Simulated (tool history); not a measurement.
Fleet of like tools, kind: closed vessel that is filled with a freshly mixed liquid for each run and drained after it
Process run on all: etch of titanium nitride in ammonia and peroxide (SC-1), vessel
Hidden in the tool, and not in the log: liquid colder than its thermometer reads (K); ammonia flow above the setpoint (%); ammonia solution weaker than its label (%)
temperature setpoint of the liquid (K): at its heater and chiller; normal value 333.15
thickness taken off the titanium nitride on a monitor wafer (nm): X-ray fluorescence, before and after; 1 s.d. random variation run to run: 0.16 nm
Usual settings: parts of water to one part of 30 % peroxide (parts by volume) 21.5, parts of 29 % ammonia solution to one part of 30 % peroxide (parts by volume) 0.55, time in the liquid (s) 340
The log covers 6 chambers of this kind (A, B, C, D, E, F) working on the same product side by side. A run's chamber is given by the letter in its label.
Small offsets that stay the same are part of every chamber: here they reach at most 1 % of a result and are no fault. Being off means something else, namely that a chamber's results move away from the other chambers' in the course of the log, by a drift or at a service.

run   hour  temperature setpoint of the liquid (K)  parts of water to one part of 30 % peroxide (parts by volume)  parts of 29 % ammonia solution to one part of 30 % peroxide (parts by volume)  time in the liquid (s)  hours since the thermometer was replaced  hours since the ammonia flow meter was replaced  hours since the drum of ammonia solution was connected  read-back film thickness of the titanium nitride reference wafer, read on the same gauge (nm)  thickness taken off the titanium nitride on a monitor wafer (nm)
 1D    4.1                                  333.15                                                           21.5                                                                           0.55                     340                                     792.1                                           1751.8                                                   473.4                                                                                         149.99                                                            34.959
       8.3  -- chamber B: new drum of ammonia solution connected
       8.7  -- chamber A: new drum of ammonia solution connected
 2F    8.7                                  333.15                                                           21.5                                                                           0.55                     340                                     462.5                                              481                                                   189.4                                                                                         150.01                                                            35.362
 3C   13.3                                  333.15                                                           21.5                                                                           0.55                     340                                     768.1                                            139.2                                                   237.7                                                                                         150.01                                                            35.267
 4E   15.9                                  333.15                                                           21.5                                                                           0.55                     340                                    1333.5                                            151.5                                                   284.2                                                                                         150.01                                                            34.902
 5A     19                                  333.15                                                           21.5                                                                           0.55                     340                                    1124.8                                             40.2                                                    10.4                                                                                         149.99                                                            35.253
 6B   21.8                                  333.15                                                           21.5                                                                           0.55                     340                                       422                                              837                                                    13.6                                                                                         150.02                                                            35.329
 7C   26.9                                  333.15                                                           21.5                                                                           0.55                     340                                     781.7                                            152.8                                                   251.3                                                                                         149.99                                                            35.288
 8F     31                                  333.15                                                           21.5                                                                           0.55                     340                                     484.8                                            503.3                                                   211.7                                                                                            150                                                            35.245
      32.5  -- chamber B: ammonia flow meter replaced
 9B   35.1                                  341.15                                                           21.5                                                                           0.55                     340                                     435.3                                              2.6                                                    26.9                                                                                         150.01                                                            57.911
10D   40.3                                  341.15                                                           21.5                                                                           0.55                     340                                     828.3                                             1788                                                   509.6                                                                                         149.99                                                            57.879
11E   44.4                                  341.15                                                           21.5                                                                           0.55                     340                                      1362                                              180                                                   312.7                                                                                         150.01                                                            58.417
12A   49.3                                  341.15                                                           21.5                                                                           0.55                     340                                    1155.1                                             70.5                                                    40.7                                                                                         149.99                                                            59.074
13E   53.6                                  341.15                                                           21.5                                                                           0.55                     340                                    1371.2                                            189.2                                                   321.9                                                                                            150                                                            57.694
14F   59.3                                  341.15                                                           21.5                                                                           0.55                     340                                     513.1                                            531.6                                                     240                                                                                         150.03                                                            58.588
15C     64                                  333.15                                                           21.5                                                                           0.55                     340                                     818.8                                            189.9                                                   288.4                                                                                         150.01                                                            34.783
16A     69                                  333.15                                                           21.5                                                                           0.55                     340                                    1174.8                                             90.2                                                    60.4                                                                                         150.01                                                            35.152
      72.2  -- chamber F: new drum of ammonia solution connected
17B   72.6                                  333.15                                                           21.5                                                                           0.55                     340                                     472.8                                             40.1                                                    64.4                                                                                         149.98                                                            35.135
18D   77.2                                  333.15                                                           21.5                                                                           0.55                     340                                     865.2                                           1824.9                                                   546.5                                                                                            150                                                            34.877
19C   80.3                                  338.15                                                           21.5                                                                           0.55                     340                                     835.1                                            206.2                                                   304.7                                                                                         150.01                                                            48.235
20D     84                                  338.15                                                           21.5                                                                           0.55                     340                                       872                                           1831.7                                                   553.3                                                                                         149.98                                                            48.185
21E   88.6                                  338.15                                                           21.5                                                                           0.55                     340                                    1406.2                                            224.2                                                   356.9                                                                                         150.04                                                            47.595
22B     93                                  338.15                                                           21.5                                                                           0.55                     340                                     493.2                                             60.5                                                    84.8                                                                                         150.01                                                             48.27
23F   97.5                                  338.15                                                           21.5                                                                           0.55                     340                                     551.3                                            569.8                                                    25.3                                                                                         150.01                                                            48.485
24A  101.1                                  338.15                                                           21.5                                                                           0.55                     340                                    1206.9                                            122.3                                                    92.5                                                                                            150                                                            48.654
25A  105.8                                  333.15                                                           21.5                                                                           0.55                     340                                    1211.6                                              127                                                    97.2                                                                                            150                                                            35.489
26E  110.5                                  333.15                                                           21.5                                                                           0.55                     340                                    1428.1                                            246.1                                                   378.8                                                                                            150                                                            34.767
27D  113.6                                  333.15                                                           21.5                                                                           0.55                     340                                     901.6                                           1861.3                                                   582.9                                                                                         149.97                                                             34.84
28B  118.7                                  333.15                                                           21.5                                                                            0.4                     340                                     518.9                                             86.2                                                   110.5                                                                                         150.02                                                            33.248
29C  121.8                                  333.15                                                           21.5                                                                            0.4                     340                                     876.6                                            247.7                                                   346.2                                                                                         150.01                                                            32.193
30F  127.4                                  333.15                                                           21.5                                                                            0.4                     340                                     581.2                                            599.7                                                    55.2                                                                                            150                                                            33.107
31F  130.9                                  333.15                                                           21.5                                                                            0.4                     340                                     584.7                                            603.2                                                    58.7                                                                                         149.97                                                            33.225
32C  135.8                                  333.15                                                           21.5                                                                            0.4                     340                                     890.6                                            261.7                                                   360.2                                                                                            150                                                             31.86
33A  141.1                                  333.15                                                           21.5                                                                            0.4                     340                                    1246.9                                            162.3                                                   132.5                                                                                            150                                                            33.049
34B  145.4                                  333.15                                                           21.5                                                                           0.55                     340                                     545.6                                            112.9                                                   137.2                                                                                            150                                                            35.232
35D  150.5                                  329.15                                                           21.5                                                                           0.55                     340                                     938.5                                           1898.2                                                   619.8                                                                                         149.97                                                            26.945
36E  155.8                                  329.15                                                           21.5                                                                           0.55                     340                                    1473.4                                            291.4                                                   424.1                                                                                         150.01                                                            26.737
37A  161.1                                  329.15                                                           21.5                                                                           0.55                     340                                    1266.9                                            182.3                                                   152.5                                                                                         150.01                                                            26.812
38B    166                                  329.15                                                           21.5                                                                           0.55                     340                                     566.2                                            133.5                                                   157.8                                                                                         150.02                                                            27.049

Is one chamber off against the others, does the gauge drift, or is nothing wrong? If a chamber is off, say which, and what the likeliest cause is.

Little by little, chamber C moves away from the other chambers.
Likeliest cause: liquid colder than its thermometer reads (K) = 0.933.

Which of the 4 candidates below, each the usual settings with something changed and its results left as question marks, puts chamber C back in line with what the other chambers give on the usual settings?
Allowed miss from the other chambers' usual-settings mean, per result, to count as in line: thickness taken off the titanium nitride on a monitor wafer (nm) 0.58
39C-1  170.1                                  333.15                                                           21.5                                                                           0.55                     350                                                                                                                                                                                                                                                                                                                   ?
39C-2  170.1                                  332.65                                                           21.5                                                                           0.55                     335                                                                                                                                                                                                                                                                                                                   ?
39C-3  170.1                                  333.15                                                           19.5                                                                           0.55                     340                                                                                                                                                                                                                                                                                                                   ?
39C-4  170.1                                  333.15                                                           21.5                                                                           0.55                     330                                                                                                                                                                                                                                                                                                                   ?

On the usual settings, the other chambers give on average: thickness taken off the titanium nitride on a monitor wafer (nm) 35.036
  run  thickness taken off the titanium nitride on a monitor wafer (nm)
39C-1                                                            34.151
39C-2                                                            31.605
39C-3                                                            35.003
39C-4                                                              32.2
39C-3 brings the chamber back in line.

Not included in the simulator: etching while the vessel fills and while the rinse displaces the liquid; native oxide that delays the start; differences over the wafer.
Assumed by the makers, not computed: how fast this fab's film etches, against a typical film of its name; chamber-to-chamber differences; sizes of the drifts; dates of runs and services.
